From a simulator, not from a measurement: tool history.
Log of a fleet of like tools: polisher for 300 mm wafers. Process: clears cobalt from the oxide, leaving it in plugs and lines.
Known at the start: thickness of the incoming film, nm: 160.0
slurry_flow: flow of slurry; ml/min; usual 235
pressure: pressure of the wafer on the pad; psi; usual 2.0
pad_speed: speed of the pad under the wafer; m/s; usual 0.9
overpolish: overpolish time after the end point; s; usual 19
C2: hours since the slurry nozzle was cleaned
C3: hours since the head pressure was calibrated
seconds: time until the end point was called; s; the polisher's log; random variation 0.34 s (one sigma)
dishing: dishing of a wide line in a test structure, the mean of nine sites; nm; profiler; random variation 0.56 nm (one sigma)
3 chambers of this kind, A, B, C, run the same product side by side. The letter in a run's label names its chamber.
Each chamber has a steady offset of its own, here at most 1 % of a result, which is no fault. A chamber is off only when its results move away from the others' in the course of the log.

{"day": 0.188, "done": "chamber B: worn pad replaced by a new one"}
{"run": "1A", "day": 0.492, "slurry_flow": 235, "pressure": 2.0, "pad_speed": 0.9, "overpolish": 19, "wafers polished on this pad": 894, "C2": 185.0, "C3": 251.2, "seconds": 34.689, "dishing": 33.932}
{"day": 0.575, "done": "chamber A: worn pad replaced by a new one"}
{"run": "2B", "day": 0.979, "slurry_flow": 235, "pressure": 2.0, "pad_speed": 0.9, "overpolish": 19, "wafers polished on this pad": 206, "C2": 456.3, "C3": 601.6, "seconds": 34.077, "dishing": 33.927}
{"day": 1.192, "done": "chamber C: worn pad replaced by a new one"}
{"day": 1.342, "done": "chamber C: slurry nozzle cleaned"}
{"run": "3C", "day": 1.6, "slurry_flow": 235, "pressure": 2.0, "pad_speed": 0.9, "overpolish": 19, "wafers polished on this pad": 107, "C2": 6.3, "C3": 444.3, "seconds": 34.028, "dishing": 34.8}
{"run": "4C", "day": 2.233, "slurry_flow": 235, "pressure": 2.0, "pad_speed": 0.9, "overpolish": 19, "wafers polished on this pad": 272, "C2": 21.5, "C3": 459.5, "seconds": 33.935, "dishing": 35.3}
{"run": "5A", "day": 2.612, "slurry_flow": 235, "pressure": 2.0, "pad_speed": 0.9, "overpolish": 19, "wafers polished on this pad": 532, "C2": 235.9, "C3": 302.1, "seconds": 34.487, "dishing": 33.792}
{"run": "6B", "day": 3.267, "slurry_flow": 235, "pressure": 2.0, "pad_speed": 0.9, "overpolish": 19, "wafers polished on this pad": 804, "C2": 511.2, "C3": 656.5, "seconds": 33.98, "dishing": 34.402}
{"run": "7A", "day": 3.8, "slurry_flow": 235, "pressure": 2.0, "pad_speed": 0.9, "overpolish": 19, "wafers polished on this pad": 842, "C2": 264.4, "C3": 330.6, "seconds": 34.417, "dishing": 35.699}
{"day": 4.125, "done": "chamber B: head pressure recalibrated"}
{"run": "8B", "day": 4.292, "slurry_flow": 235, "pressure": 2.0, "pad_speed": 0.9, "overpolish": 19, "wafers polished on this pad": 1072, "C2": 535.8, "C3": 4.0, "seconds": 34.259, "dishing": 34.425}
{"day": 4.317, "done": "chamber A: worn pad replaced by a new one"}
{"day": 4.35, "done": "chamber B: worn pad replaced by a new one"}
{"day": 4.438, "done": "chamber B: slurry nozzle cleaned"}
{"run": "9C", "day": 4.946, "slurry_flow": 235, "pressure": 2.0, "pad_speed": 0.9, "overpolish": 19, "wafers polished on this pad": 981, "C2": 86.6, "C3": 524.6, "seconds": 33.465, "dishing": 34.869}
{"day": 5.471, "done": "chamber C: worn pad replaced by a new one"}
{"run": "10C", "day": 5.625, "slurry_flow": 235, "pressure": 2.0, "pad_speed": 0.9, "overpolish": 19, "wafers polished on this pad": 40, "C2": 102.9, "C3": 540.9, "seconds": 34.056, "dishing": 35.392}
{"run": "11A", "day": 6.3, "slurry_flow": 235, "pressure": 2.0, "pad_speed": 0.9, "overpolish": 19, "wafers polished on this pad": 518, "C2": 324.4, "C3": 390.6, "seconds": 33.967, "dishing": 33.731}
{"run": "12B", "day": 6.783, "slurry_flow": 235, "pressure": 2.0, "pad_speed": 0.9, "overpolish": 19, "wafers polished on this pad": 635, "C2": 56.4, "C3": 63.8, "seconds": 33.47, "dishing": 34.634}
{"run": "13C", "day": 7.208, "slurry_flow": 235, "pressure": 2.0, "pad_speed": 0.9, "overpolish": 19, "wafers polished on this pad": 454, "C2": 140.9, "C3": 578.9, "seconds": 33.451, "dishing": 34.442}
{"day": 7.546, "done": "chamber B: worn pad replaced by a new one"}
{"run": "14A", "day": 7.638, "slurry_flow": 235, "pressure": 2.0, "pad_speed": 0.9, "overpolish": 19, "wafers polished on this pad": 867, "C2": 356.5, "C3": 422.7, "seconds": 33.895, "dishing": 33.185}
{"day": 7.683, "done": "chamber A: worn pad replaced by a new one"}
{"run": "15B", "day": 8.212, "slurry_flow": 235, "pressure": 1.6, "pad_speed": 0.9, "overpolish": 29, "wafers polished on this pad": 174, "C2": 90.7, "C3": 98.1, "seconds": 41.544, "dishing": 35.307}
{"run": "16A", "day": 8.821, "slurry_flow": 235, "pressure": 1.6, "pad_speed": 0.9, "overpolish": 29, "wafers polished on this pad": 297, "C2": 384.9, "C3": 451.1, "seconds": 42.634, "dishing": 37.255}
{"day": 8.854, "done": "chamber C: worn pad replaced by a new one"}
{"run": "17B", "day": 9.246, "slurry_flow": 235, "pressure": 1.6, "pad_speed": 0.9, "overpolish": 29, "wafers polished on this pad": 444, "C2": 115.5, "C3": 122.9, "seconds": 42.629, "dishing": 34.66}
{"run": "18C", "day": 9.921, "slurry_flow": 235, "pressure": 2.0, "pad_speed": 0.9, "overpolish": 19, "wafers polished on this pad": 279, "C2": 206.0, "C3": 644.0, "seconds": 34.101, "dishing": 34.435}
{"run": "19C", "day": 10.533, "slurry_flow": 235, "pressure": 2.0, "pad_speed": 0.9, "overpolish": 19, "wafers polished on this pad": 439, "C2": 220.7, "C3": 658.7, "seconds": 33.766, "dishing": 33.997}
{"run": "20B", "day": 10.925, "slurry_flow": 235, "pressure": 2.0, "pad_speed": 0.9, "overpolish": 19, "wafers polished on this pad": 883, "C2": 155.8, "C3": 163.2, "seconds": 34.048, "dishing": 33.979}
{"day": 11.171, "done": "chamber A: worn pad replaced by a new one"}
{"run": "21A", "day": 11.471, "slurry_flow": 235, "pressure": 2.0, "pad_speed": 0.9, "overpolish": 19, "wafers polished on this pad": 78, "C2": 448.5, "C3": 514.7, "seconds": 34.116, "dishing": 34.164}
{"day": 11.508, "done": "chamber B: worn pad replaced by a new one"}
{"run": "22B", "day": 11.862, "slurry_flow": 235, "pressure": 2.0, "pad_speed": 0.9, "overpolish": 19, "wafers polished on this pad": 92, "C2": 178.3, "C3": 185.7, "seconds": 33.812, "dishing": 35.165}
{"day": 12.217, "done": "chamber C: slurry nozzle cleaned"}
{"run": "23A", "day": 12.371, "slurry_flow": 235, "pressure": 2.0, "pad_speed": 0.9, "overpolish": 19, "wafers polished on this pad": 313, "C2": 470.1, "C3": 536.3, "seconds": 34.718, "dishing": 33.506}
{"run": "24C", "day": 12.775, "slurry_flow": 235, "pressure": 2.0, "pad_speed": 0.9, "overpolish": 19, "wafers polished on this pad": 1024, "C2": 13.5, "C3": 712.5, "seconds": 34.033, "dishing": 33.594}
{"day": 12.821, "done": "chamber C: worn pad replaced by a new one"}
{"day": 13.083, "done": "chamber A: slurry nozzle cleaned"}
{"run": "25C", "day": 13.442, "slurry_flow": 235, "pressure": 2.0, "pad_speed": 0.9, "overpolish": 19, "wafers polished on this pad": 162, "C2": 29.5, "C3": 728.5, "seconds": 33.775, "dishing": 34.816}
{"run": "26A", "day": 13.829, "slurry_flow": 235, "pressure": 2.0, "pad_speed": 0.9, "overpolish": 19, "wafers polished on this pad": 694, "C2": 17.9, "C3": 571.3, "seconds": 34.311, "dishing": 34.277}
{"run": "27B", "day": 14.367, "slurry_flow": 235, "pressure": 2.0, "pad_speed": 0.9, "overpolish": 19, "wafers polished on this pad": 746, "C2": 238.4, "C3": 245.8, "seconds": 34.333, "dishing": 33.555}
{"run": "28C", "day": 14.854, "slurry_flow": 235, "pressure": 2.6, "pad_speed": 0.9, "overpolish": 19, "wafers polished on this pad": 531, "C2": 63.4, "C3": 762.4, "seconds": 25.868, "dishing": 35.818}
{"day": 14.875, "done": "chamber B: worn pad replaced by a new one"}
{"day": 14.875, "done": "chamber A: worn pad replaced by a new one"}
{"run": "29B", "day": 15.538, "slurry_flow": 235, "pressure": 2.6, "pad_speed": 0.9, "overpolish": 19, "wafers polished on this pad": 173, "C2": 266.5, "C3": 273.9, "seconds": 25.936, "dishing": 36.063}
{"run": "30A", "day": 16.2, "slurry_flow": 235, "pressure": 2.6, "pad_speed": 0.9, "overpolish": 19, "wafers polished on this pad": 347, "C2": 74.8, "C3": 628.2, "seconds": 26.374, "dishing": 35.707}
{"day": 16.45, "done": "chamber C: worn pad replaced by a new one"}
{"run": "31A", "day": 16.742, "slurry_flow": 235, "pressure": 2.0, "pad_speed": 0.9, "overpolish": 19, "wafers polished on this pad": 488, "C2": 87.8, "C3": 641.2, "seconds": 34.689, "dishing": 34.337}
{"run": "32C", "day": 17.083, "slurry_flow": 235, "pressure": 2.0, "pad_speed": 0.9, "overpolish": 19, "wafers polished on this pad": 166, "C2": 116.9, "C3": 815.9, "seconds": 34.501, "dishing": 34.746}
{"day": 17.321, "done": "chamber A: head pressure recalibrated"}
{"run": "33B", "day": 17.471, "slurry_flow": 235, "pressure": 2.0, "pad_speed": 0.9, "overpolish": 19, "wafers polished on this pad": 678, "C2": 312.9, "C3": 320.3, "seconds": 33.811, "dishing": 34.817}
{"run": "34A", "day": 17.929, "slurry_flow": 235, "pressure": 2.0, "pad_speed": 0.9, "overpolish": 19, "wafers polished on this pad": 798, "C2": 116.3, "C3": 14.6, "seconds": 34.201, "dishing": 33.651}
{"run": "35B", "day": 18.388, "slurry_flow": 235, "pressure": 2.0, "pad_speed": 0.9, "overpolish": 19, "wafers polished on this pad": 918, "C2": 334.9, "C3": 342.3, "seconds": 33.69, "dishing": 33.921}
{"run": "36C", "day": 18.721, "slurry_flow": 235, "pressure": 2.0, "pad_speed": 0.9, "overpolish": 19, "wafers polished on this pad": 593, "C2": 156.2, "C3": 855.2, "seconds": 33.67, "dishing": 34.963}

Next, every chamber runs the same settings. What will each give?
{"run": "37A", "day": 19.217, "slurry_flow": 235, "pressure": 2.0, "pad_speed": 0.9, "overpolish": 19, "seconds": "?", "dishing": "?"}
{"run": "37B", "day": 19.217, "slurry_flow": 235, "pressure": 2.0, "pad_speed": 0.9, "overpolish": 19, "seconds": "?", "dishing": "?"}
{"run": "37C", "day": 19.217, "slurry_flow": 235, "pressure": 2.0, "pad_speed": 0.9, "overpolish": 19, "seconds": "?", "dishing": "?"}

run=37A seconds=33.624 dishing=33.640
run=37B seconds=33.907 dishing=34.358
run=37C seconds=33.668 dishing=35.182

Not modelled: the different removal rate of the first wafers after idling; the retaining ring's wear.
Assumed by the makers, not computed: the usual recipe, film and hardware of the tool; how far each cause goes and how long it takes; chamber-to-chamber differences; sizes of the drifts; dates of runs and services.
